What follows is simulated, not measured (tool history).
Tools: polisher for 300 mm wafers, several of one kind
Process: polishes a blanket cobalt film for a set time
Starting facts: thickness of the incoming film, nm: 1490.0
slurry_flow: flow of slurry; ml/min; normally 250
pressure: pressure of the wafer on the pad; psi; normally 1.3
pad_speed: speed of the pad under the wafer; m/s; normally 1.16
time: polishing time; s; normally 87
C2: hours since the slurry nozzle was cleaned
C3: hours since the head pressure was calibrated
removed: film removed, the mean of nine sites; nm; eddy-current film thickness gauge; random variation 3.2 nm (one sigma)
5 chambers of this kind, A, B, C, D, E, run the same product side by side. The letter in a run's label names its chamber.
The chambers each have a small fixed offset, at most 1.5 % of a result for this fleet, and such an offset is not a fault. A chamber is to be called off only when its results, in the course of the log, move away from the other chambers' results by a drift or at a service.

-- hour=9.2 chamber D: worn pad replaced by a new one
run 1B hour=11.5 | slurry_flow=250 pressure=1.3 pad_speed=1.16 time=87 | wafers_polished_on_this_pad=840 C2=104.8 C3=789.7 | removed=314.47
run 2C hour=21.4 | slurry_flow=250 pressure=1.3 pad_speed=1.16 time=87 | wafers_polished_on_this_pad=811 C2=460.3 C3=921.8 | removed=318.63
-- hour=25.8 chamber B: worn pad replaced by a new one
-- hour=28 chamber C: worn pad replaced by a new one
run 3E hour=35.6 | slurry_flow=250 pressure=1.3 pad_speed=1.16 time=87 | wafers_polished_on_this_pad=777 C2=480.3 C3=138.2 | removed=318.8
run 4A hour=44 | slurry_flow=250 pressure=1.3 pad_speed=1.16 time=87 | wafers_polished_on_this_pad=798 C2=158.3 C3=272.1 | removed=311.55
run 5D hour=55.9 | slurry_flow=250 pressure=1.3 pad_speed=1.16 time=87 | wafers_polished_on_this_pad=583 C2=203.2 C3=115.3 | removed=317.75
run 6A hour=69.8 | slurry_flow=250 pressure=1.3 pad_speed=1.16 time=87 | wafers_polished_on_this_pad=1120 C2=184.1 C3=297.9 | removed=313.75
run 7E hour=80.8 | slurry_flow=250 pressure=1.3 pad_speed=1.16 time=87 | wafers_polished_on_this_pad=1341 C2=525.5 C3=183.4 | removed=320.23
-- hour=92.1 chamber A: worn pad replaced by a new one
-- hour=94.9 chamber C: worn pad replaced by a new one
run 8C hour=96.8 | slurry_flow=250 pressure=1.3 pad_speed=1.16 time=87 | wafers_polished_on_this_pad=23 C2=535.7 C3=997.2 | removed=315.93
run 9D hour=107.2 | slurry_flow=330 pressure=1.3 pad_speed=1.46 time=87 | wafers_polished_on_this_pad=1223 C2=254.5 C3=166.6 | removed=411.69
-- hour=108.1 chamber B: worn pad replaced by a new one
-- hour=109 chamber D: worn pad replaced by a new one
run 10B hour=116.7 | slurry_flow=330 pressure=1.3 pad_speed=1.46 time=87 | wafers_polished_on_this_pad=108 C2=210 C3=894.9 | removed=398.22
-- hour=127.1 chamber D: slurry nozzle cleaned
run 11D hour=128.5 | slurry_flow=330 pressure=1.3 pad_speed=1.46 time=87 | wafers_polished_on_this_pad=244 C2=1.4 C3=187.9 | removed=411.29
run 12C hour=142.7 | slurry_flow=330 pressure=1.3 pad_speed=1.46 time=87 | wafers_polished_on_this_pad=596 C2=581.6 C3=1043.1 | removed=416.94
run 13B hour=157.7 | slurry_flow=330 pressure=1.3 pad_speed=1.46 time=87 | wafers_polished_on_this_pad=620 C2=251 C3=935.9 | removed=399.08
run 14E hour=170.9 | slurry_flow=250 pressure=1.3 pad_speed=1.16 time=87 | wafers_polished_on_this_pad=2466 C2=615.6 C3=273.5 | removed=311.16
-- hour=176.6 chamber C: worn pad replaced by a new one
-- hour=185.2 chamber B: worn pad replaced by a new one
run 15A hour=185.6 | slurry_flow=250 pressure=1.3 pad_speed=1.16 time=87 | wafers_polished_on_this_pad=1167 C2=299.9 C3=413.7 | removed=312.97
-- hour=192 chamber A: worn pad replaced by a new one
-- hour=198.9 chamber C: slurry nozzle cleaned
run 16C hour=200.7 | slurry_flow=250 pressure=1.3 pad_speed=0.94 time=87 | wafers_polished_on_this_pad=301 C2=1.9 C3=1101.1 | removed=253.43
run 17D hour=211.1 | slurry_flow=250 pressure=1.3 pad_speed=0.94 time=87 | wafers_polished_on_this_pad=1275 C2=84 C3=270.5 | removed=259.12
-- hour=215.2 chamber B: slurry nozzle cleaned
run 18E hour=222.5 | slurry_flow=250 pressure=1.3 pad_speed=0.94 time=87 | wafers_polished_on_this_pad=3110 C2=667.2 C3=325.1 | removed=248.77
-- hour=224 chamber D: worn pad replaced by a new one
run 19A hour=237.6 | slurry_flow=250 pressure=1.3 pad_speed=0.94 time=87 | wafers_polished_on_this_pad=570 C2=351.9 C3=465.7 | removed=254.59
run 20B hour=246.6 | slurry_flow=250 pressure=1.3 pad_speed=0.94 time=87 | wafers_polished_on_this_pad=766 C2=31.5 C3=1024.8 | removed=251.81
-- hour=247.7 chamber B: worn pad replaced by a new one
-- hour=251.5 chamber C: worn pad replaced by a new one
run 21D hour=254 | slurry_flow=250 pressure=1.3 pad_speed=1.16 time=87 | wafers_polished_on_this_pad=374 C2=126.9 C3=313.4 | removed=311.83
run 22E hour=269.8 | slurry_flow=250 pressure=1.3 pad_speed=1.16 time=87 | wafers_polished_on_this_pad=3701 C2=714.5 C3=372.4 | removed=302.48
-- hour=277.2 chamber C: head pressure recalibrated
run 23B hour=280.6 | slurry_flow=250 pressure=1.3 pad_speed=1.16 time=87 | wafers_polished_on_this_pad=410 C2=65.5 C3=1058.8 | removed=310.96
-- hour=285.8 chamber A: worn pad replaced by a new one
run 24A hour=295.6 | slurry_flow=250 pressure=1.3 pad_speed=1.16 time=87 | wafers_polished_on_this_pad=122 C2=409.9 C3=523.7 | removed=311.22
run 25C hour=304 | slurry_flow=250 pressure=1.3 pad_speed=1.16 time=87 | wafers_polished_on_this_pad=655 C2=105.2 C3=26.9 | removed=316.11
run 26B hour=312.3 | slurry_flow=250 pressure=1.3 pad_speed=1.16 time=87 | wafers_polished_on_this_pad=806 C2=97.2 C3=1090.5 | removed=308.3
run 27E hour=322.1 | slurry_flow=250 pressure=1.3 pad_speed=1.16 time=87 | wafers_polished_on_this_pad=4353 C2=766.8 C3=424.7 | removed=289.74
-- hour=325.2 chamber C: worn pad replaced by a new one
run 28A hour=332.4 | slurry_flow=250 pressure=1.3 pad_speed=1.16 time=87 | wafers_polished_on_this_pad=582 C2=446.7 C3=560.5 | removed=312.1
-- hour=340.5 chamber D: slurry nozzle cleaned
-- hour=345.7 chamber D: worn pad replaced by a new one
run 29D hour=348.5 | slurry_flow=250 pressure=1.3 pad_speed=1.16 time=87 | wafers_polished_on_this_pad=35 C2=8 C3=407.9 | removed=319.54
run 30C hour=355.6 | slurry_flow=250 pressure=1.3 pad_speed=1.16 time=87 | wafers_polished_on_this_pad=379 C2=156.8 C3=78.5 | removed=317.78
run 31C hour=363.7 | slurry_flow=250 pressure=1.3 pad_speed=1.16 time=87 | wafers_polished_on_this_pad=481 C2=164.9 C3=86.6 | removed=315.3

For the next run the whole fleet of 5 chambers uses the same settings. Give each chamber's results:
run 32A hour=375.2 | slurry_flow=250 pressure=1.3 pad_speed=1.16 time=87 | removed=?
run 32B hour=375.2 | slurry_flow=250 pressure=1.3 pad_speed=1.16 time=87 | removed=?
run 32C hour=375.2 | slurry_flow=250 pressure=1.3 pad_speed=1.16 time=87 | removed=?
run 32D hour=375.2 | slurry_flow=250 pressure=1.3 pad_speed=1.16 time=87 | removed=?
run 32E hour=375.2 | slurry_flow=250 pressure=1.3 pad_speed=1.16 time=87 | removed=?

run=32A removed=312.84
run=32B removed=304.82
run=32C removed=322.42
run=32D removed=317.35
run=32E removed=285.82
